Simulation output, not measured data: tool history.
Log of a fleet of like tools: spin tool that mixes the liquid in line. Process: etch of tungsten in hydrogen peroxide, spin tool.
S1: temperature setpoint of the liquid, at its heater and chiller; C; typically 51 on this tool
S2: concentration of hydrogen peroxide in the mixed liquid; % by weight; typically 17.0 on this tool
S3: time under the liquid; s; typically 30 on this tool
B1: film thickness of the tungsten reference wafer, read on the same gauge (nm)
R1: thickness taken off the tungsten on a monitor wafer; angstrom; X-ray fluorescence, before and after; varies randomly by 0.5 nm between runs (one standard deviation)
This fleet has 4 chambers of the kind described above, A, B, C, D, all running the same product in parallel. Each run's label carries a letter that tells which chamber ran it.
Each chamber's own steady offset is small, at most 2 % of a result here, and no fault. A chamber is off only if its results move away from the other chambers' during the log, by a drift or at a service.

{"run": "1C", "hour": 10.4, "S1": 51, "S2": 17.0, "S3": 30, "B1": 79.977, "R1": 799.25}
{"hour": 14.7, "done": "chamber D: new drum of peroxide connected"}
{"run": "2B", "hour": 16.6, "S1": 51, "S2": 17.0, "S3": 30, "B1": 80.007, "R1": 817.38}
{"run": "3A", "hour": 27.2, "S1": 51, "S2": 17.0, "S3": 30, "B1": 80.017, "R1": 823.93}
{"run": "4D", "hour": 39.1, "S1": 51, "S2": 17.0, "S3": 30, "B1": 80.02, "R1": 809.27}
{"run": "5B", "hour": 45.1, "S1": 51, "S2": 17.0, "S3": 30, "B1": 80.011, "R1": 823.24}
{"run": "6D", "hour": 55.8, "S1": 51, "S2": 12.5, "S3": 45, "B1": 80.02, "R1": 1049.1}
{"run": "7C", "hour": 65.1, "S1": 51, "S2": 12.5, "S3": 45, "B1": 80.036, "R1": 1042.6}
{"run": "8A", "hour": 71.9, "S1": 51, "S2": 12.5, "S3": 45, "B1": 79.954, "R1": 1060.9}
{"run": "9D", "hour": 80.8, "S1": 51, "S2": 12.5, "S3": 45, "B1": 80.033, "R1": 1062.7}
{"run": "10B", "hour": 86.8, "S1": 51, "S2": 13.5, "S3": 40, "B1": 79.992, "R1": 961.52}
{"run": "11A", "hour": 94.6, "S1": 51, "S2": 13.5, "S3": 40, "B1": 80.001, "R1": 975.74}
{"run": "12C", "hour": 103.5, "S1": 51, "S2": 13.5, "S3": 40, "B1": 79.987, "R1": 960.42}
{"run": "13D", "hour": 110.3, "S1": 51, "S2": 13.5, "S3": 40, "B1": 80.021, "R1": 977.6}
{"run": "14C", "hour": 115.5, "S1": 54, "S2": 17.0, "S3": 30, "B1": 80.032, "R1": 969.8}
{"run": "15A", "hour": 122.7, "S1": 54, "S2": 17.0, "S3": 30, "B1": 79.967, "R1": 992.43}
{"run": "16B", "hour": 130.0, "S1": 54, "S2": 17.0, "S3": 30, "B1": 80.02, "R1": 959.94}
{"run": "17A", "hour": 138.0, "S1": 54, "S2": 17.0, "S3": 30, "B1": 79.99, "R1": 989.82}
{"run": "18C", "hour": 143.9, "S1": 51, "S2": 17.0, "S3": 30, "B1": 80.043, "R1": 821.64}
{"run": "19D", "hour": 154.3, "S1": 51, "S2": 17.0, "S3": 30, "B1": 79.958, "R1": 818.36}
{"run": "20B", "hour": 164.3, "S1": 51, "S2": 17.0, "S3": 30, "B1": 80.007, "R1": 781.94}
{"run": "21A", "hour": 173.8, "S1": 51, "S2": 17.0, "S3": 30, "B1": 79.992, "R1": 818.69}
{"run": "22C", "hour": 182.7, "S1": 51, "S2": 17.0, "S3": 30, "B1": 79.968, "R1": 810.85}
{"run": "23B", "hour": 188.3, "S1": 51, "S2": 19.0, "S3": 45, "B1": 80.039, "R1": 1225.9}
{"run": "24D", "hour": 195.5, "S1": 51, "S2": 19.0, "S3": 45, "B1": 80.029, "R1": 1303.8}

Next, every chamber runs the same settings. What will each give?
{"run": "25A", "hour": 204.0, "S1": 51, "S2": 17.0, "S3": 30, "R1": "?"}
{"run": "25B", "hour": 204.0, "S1": 51, "S2": 17.0, "S3": 30, "R1": "?"}
{"run": "25C", "hour": 204.0, "S1": 51, "S2": 17.0, "S3": 30, "R1": "?"}
{"run": "25D", "hour": 204.0, "S1": 51, "S2": 17.0, "S3": 30, "R1": "?"}

run=25A R1=822.18
run=25B R1=776.63
run=25C R1=802.04
run=25D R1=815.66

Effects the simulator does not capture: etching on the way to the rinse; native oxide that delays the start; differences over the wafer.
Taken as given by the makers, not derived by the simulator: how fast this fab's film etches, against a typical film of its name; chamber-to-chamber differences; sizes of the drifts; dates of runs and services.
